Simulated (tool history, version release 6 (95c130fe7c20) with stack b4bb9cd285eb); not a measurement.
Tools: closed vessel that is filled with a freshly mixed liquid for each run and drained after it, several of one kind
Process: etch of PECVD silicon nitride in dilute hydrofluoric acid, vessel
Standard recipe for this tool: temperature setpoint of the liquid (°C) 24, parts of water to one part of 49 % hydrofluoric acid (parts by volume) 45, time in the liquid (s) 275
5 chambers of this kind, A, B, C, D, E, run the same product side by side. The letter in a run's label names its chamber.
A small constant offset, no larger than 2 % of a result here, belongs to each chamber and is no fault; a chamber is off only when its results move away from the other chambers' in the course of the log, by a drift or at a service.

run	hour	temperature setpoint of the liquid (°C)	parts of water to one part of 49 % hydrofluoric acid (parts by volume)	time in the liquid (s)	hours since the thermometer was replaced	hours since the hydrofluoric acid flow meter was replaced	read-back film thickness of the PECVD silicon nitride reference wafer, read on the same gauge (nm)	thickness taken off the PECVD silicon nitride on a monitor wafer (angstrom)
1B	4.7	24	45	275	609.8	173.5	129.98	104.88
2C	9.7	24	45	275	1181.3	372.9	130	103.37
3E	14.2	24	45	275	391.4	1863	130	102.84
4A	17.8	24	45	275	2013.5	1016.6	130	104.23
5D	25.6	19.5	45	275	259.9	649.1	130.01	74.678
6E	31.4	19.5	45	275	408.6	1880.2	130	75.26
7B	38.3	19.5	45	275	643.4	207.1	130	76.644
8A	45.9	19.5	45	275	2041.6	1044.7	129.99	76.534
9C	53.3	19.5	45	275	1224.9	416.5	129.99	75.386
10D	58.1	24	45	275	292.4	681.6	130	102.84
11C	62.5	24	45	275	1234.1	425.7	130	102.75
12B	69.5	24	45	275	674.6	238.3	130	104.11
13A	75.6	19.5	45	275	2071.3	1074.4	130.02	75.945
14D	81.7	19.5	45	275	316	705.2	130	75.07
15E	85.3	19.5	45	275	462.5	1934.1	129.99	74.81
16A	89.6	19.5	45	275	2085.3	1088.4	130.01	75.903
17B	96	19.5	45	275	701.1	264.8	130.02	76.832
18D	103	24	45	275	337.3	726.5	129.98	102.95
19E	110.4	22	35	275	487.6	1959.2	130	113.69
20C	114.1	22	35	275	1285.7	477.3	130	114.41
21B	118.9	22	35	275	724	287.7	129.98	117.42
22C	126.5	22	35	275	1298.1	489.7	130	114.34
23D	130	22	35	275	364.3	753.5	130.01	113.67
24E	134.7	27.5	30	275	511.9	1983.5	130.01	193.12
25A	138.5	27.5	30	275	2134.2	1137.3	129.99	195.89
26B	144.6	27.5	30	275	749.7	313.4	130.02	198.21
27E	151.5	27.5	30	275	528.7	2000.3	130	192.7
28D	156.2	27.5	30	275	390.5	779.7	130	191.9
29C	163.7	24	45	275	1335.3	526.9	130	102.52
30A	169.1	24	45	180	2164.8	1167.9	130	68.166
31E	176.2	24	45	180	553.4	2025	130.01	67.55
32A	181.6	24	45	180	2177.3	1180.4	130	68.024
33B	187.6	24	45	180	792.7	356.4	130.01	68.677
34D	192.4	24	45	180	426.7	815.9	130.01	67.244
35C	197.6	29	45	400	1369.2	560.8	130	207.41
36E	202.3	29	45	400	579.5	2051.1	130.01	208.75
37C	208.8	29	45	400	1380.4	572	129.98	208.44
38D	212.9	29	45	400	447.2	836.4	129.99	209.3
39A	219.1	29	45	400	2214.8	1217.9	130	210.82

All 5 chambers run these settings next. Forecast each chamber's results:
40A	224.7	24	45	275				?
40B	224.7	24	45	275				?
40C	224.7	24	45	275				?
40D	224.7	24	45	275				?
40E	224.7	24	45	275				?

run	thickness taken off the PECVD silicon nitride on a monitor wafer (angstrom)
40A	103.49
40B	104.82
40C	103.15
40D	102.79
40E	102.45

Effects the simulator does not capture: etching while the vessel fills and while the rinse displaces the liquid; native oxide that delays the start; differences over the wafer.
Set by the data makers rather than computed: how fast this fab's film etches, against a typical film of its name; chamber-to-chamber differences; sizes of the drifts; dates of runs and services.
